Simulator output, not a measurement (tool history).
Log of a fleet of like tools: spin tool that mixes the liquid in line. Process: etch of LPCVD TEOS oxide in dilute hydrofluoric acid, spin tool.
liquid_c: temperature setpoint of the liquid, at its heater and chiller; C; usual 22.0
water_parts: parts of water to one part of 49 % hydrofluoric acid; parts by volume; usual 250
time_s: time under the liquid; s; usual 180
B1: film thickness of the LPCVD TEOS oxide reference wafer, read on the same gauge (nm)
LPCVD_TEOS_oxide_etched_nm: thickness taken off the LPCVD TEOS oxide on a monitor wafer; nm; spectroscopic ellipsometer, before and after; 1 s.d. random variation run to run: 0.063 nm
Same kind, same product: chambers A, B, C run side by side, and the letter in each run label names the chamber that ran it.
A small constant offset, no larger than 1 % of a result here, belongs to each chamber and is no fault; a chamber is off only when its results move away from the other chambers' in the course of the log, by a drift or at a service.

{"run": "1B", "hour": 13.7, "liquid_c": 22.0, "water_parts": 250, "time_s": 180, "B1": 140.01, "LPCVD_TEOS_oxide_etched_nm": 12.432}
{"run": "2C", "hour": 26.8, "liquid_c": 22.0, "water_parts": 250, "time_s": 180, "B1": 139.97, "LPCVD_TEOS_oxide_etched_nm": 12.326}
{"run": "3A", "hour": 41.0, "liquid_c": 22.0, "water_parts": 250, "time_s": 180, "B1": 139.99, "LPCVD_TEOS_oxide_etched_nm": 12.181}
{"hour": 48.9, "done": "chamber C: hydrofluoric acid flow meter replaced"}
{"run": "4B", "hour": 53.7, "liquid_c": 22.0, "water_parts": 250, "time_s": 180, "B1": 140.0, "LPCVD_TEOS_oxide_etched_nm": 12.267}
{"run": "5A", "hour": 64.2, "liquid_c": 22.0, "water_parts": 250, "time_s": 180, "B1": 139.99, "LPCVD_TEOS_oxide_etched_nm": 12.107}
{"run": "6C", "hour": 78.6, "liquid_c": 22.0, "water_parts": 250, "time_s": 180, "B1": 140.0, "LPCVD_TEOS_oxide_etched_nm": 12.333}
{"run": "7C", "hour": 85.2, "liquid_c": 22.0, "water_parts": 145, "time_s": 240, "B1": 140.01, "LPCVD_TEOS_oxide_etched_nm": 31.379}
{"run": "8B", "hour": 91.6, "liquid_c": 22.0, "water_parts": 145, "time_s": 240, "B1": 140.0, "LPCVD_TEOS_oxide_etched_nm": 32.087}
{"run": "9A", "hour": 101.4, "liquid_c": 22.0, "water_parts": 145, "time_s": 240, "B1": 140.0, "LPCVD_TEOS_oxide_etched_nm": 30.688}
{"run": "10A", "hour": 108.4, "liquid_c": 22.0, "water_parts": 250, "time_s": 180, "B1": 139.99, "LPCVD_TEOS_oxide_etched_nm": 12.16}
{"run": "11B", "hour": 120.7, "liquid_c": 22.0, "water_parts": 250, "time_s": 180, "B1": 140.01, "LPCVD_TEOS_oxide_etched_nm": 12.375}
{"run": "12C", "hour": 134.1, "liquid_c": 22.0, "water_parts": 250, "time_s": 180, "B1": 139.99, "LPCVD_TEOS_oxide_etched_nm": 12.617}
{"hour": 134.4, "done": "chamber B: thermometer replaced"}
{"run": "13A", "hour": 142.3, "liquid_c": 22.0, "water_parts": 250, "time_s": 180, "B1": 140.0, "LPCVD_TEOS_oxide_etched_nm": 12.213}
{"run": "14C", "hour": 149.0, "liquid_c": 22.0, "water_parts": 250, "time_s": 180, "B1": 139.99, "LPCVD_TEOS_oxide_etched_nm": 12.443}
{"run": "15B", "hour": 159.1, "liquid_c": 22.0, "water_parts": 250, "time_s": 180, "B1": 139.99, "LPCVD_TEOS_oxide_etched_nm": 12.301}
{"run": "16B", "hour": 173.2, "liquid_c": 24.5, "water_parts": 250, "time_s": 115, "B1": 139.99, "LPCVD_TEOS_oxide_etched_nm": 8.5905}
{"run": "17A", "hour": 186.9, "liquid_c": 24.5, "water_parts": 250, "time_s": 115, "B1": 140.0, "LPCVD_TEOS_oxide_etched_nm": 8.4582}
{"hour": 193.2, "done": "chamber A: thermometer replaced"}
{"run": "18C", "hour": 198.3, "liquid_c": 24.5, "water_parts": 250, "time_s": 115, "B1": 139.99, "LPCVD_TEOS_oxide_etched_nm": 8.8543}
{"run": "19C", "hour": 212.7, "liquid_c": 22.0, "water_parts": 250, "time_s": 180, "B1": 140.02, "LPCVD_TEOS_oxide_etched_nm": 12.52}
{"run": "20A", "hour": 220.3, "liquid_c": 22.0, "water_parts": 250, "time_s": 180, "B1": 139.99, "LPCVD_TEOS_oxide_etched_nm": 12.087}
{"run": "21B", "hour": 232.1, "liquid_c": 22.0, "water_parts": 250, "time_s": 180, "B1": 140.02, "LPCVD_TEOS_oxide_etched_nm": 12.233}
{"run": "22B", "hour": 241.3, "liquid_c": 22.0, "water_parts": 250, "time_s": 180, "B1": 139.99, "LPCVD_TEOS_oxide_etched_nm": 12.257}
{"run": "23A", "hour": 254.1, "liquid_c": 20.5, "water_parts": 250, "time_s": 180, "B1": 140.01, "LPCVD_TEOS_oxide_etched_nm": 11.509}

Which is it: a chamber that has drifted or been left off by a service, a gauge drift common to all chambers, or only each chamber's usual small offset? If a chamber is off, name it and its likeliest cause.

One chamber, C, drifts off from the rest bit by bit.
Cause: liquid hotter than its thermometer reads (K) = 0.816.

Below are 4 candidate recipes for chamber C's next run, each the usual settings with a change, their results shown as question marks. Which of them brings C's results back in line with what the other chambers give on the usual settings?
Counts as in line when no further than this from what the other chambers average on the usual settings: LPCVD_TEOS_oxide_etched_nm 0.2200 nm
{"run": "24C-1", "hour": 264.5, "liquid_c": 21.0, "water_parts": 250, "time_s": 180, "LPCVD_TEOS_oxide_etched_nm": "?"}
{"run": "24C-2", "hour": 264.5, "liquid_c": 22.0, "water_parts": 260, "time_s": 175, "LPCVD_TEOS_oxide_etched_nm": "?"}
{"run": "24C-3", "hour": 264.5, "liquid_c": 22.0, "water_parts": 235, "time_s": 180, "LPCVD_TEOS_oxide_etched_nm": "?"}
{"run": "24C-4", "hour": 264.5, "liquid_c": 22.0, "water_parts": 250, "time_s": 185, "LPCVD_TEOS_oxide_etched_nm": "?"}

Usual-settings mean across the other chambers: LPCVD_TEOS_oxide_etched_nm 12.2250 nm
run=24C-1 LPCVD_TEOS_oxide_etched_nm=12.1760
run=24C-2 LPCVD_TEOS_oxide_etched_nm=11.7040
run=24C-3 LPCVD_TEOS_oxide_etched_nm=13.6370
run=24C-4 LPCVD_TEOS_oxide_etched_nm=12.9890
24C-1 brings the chamber back in line.
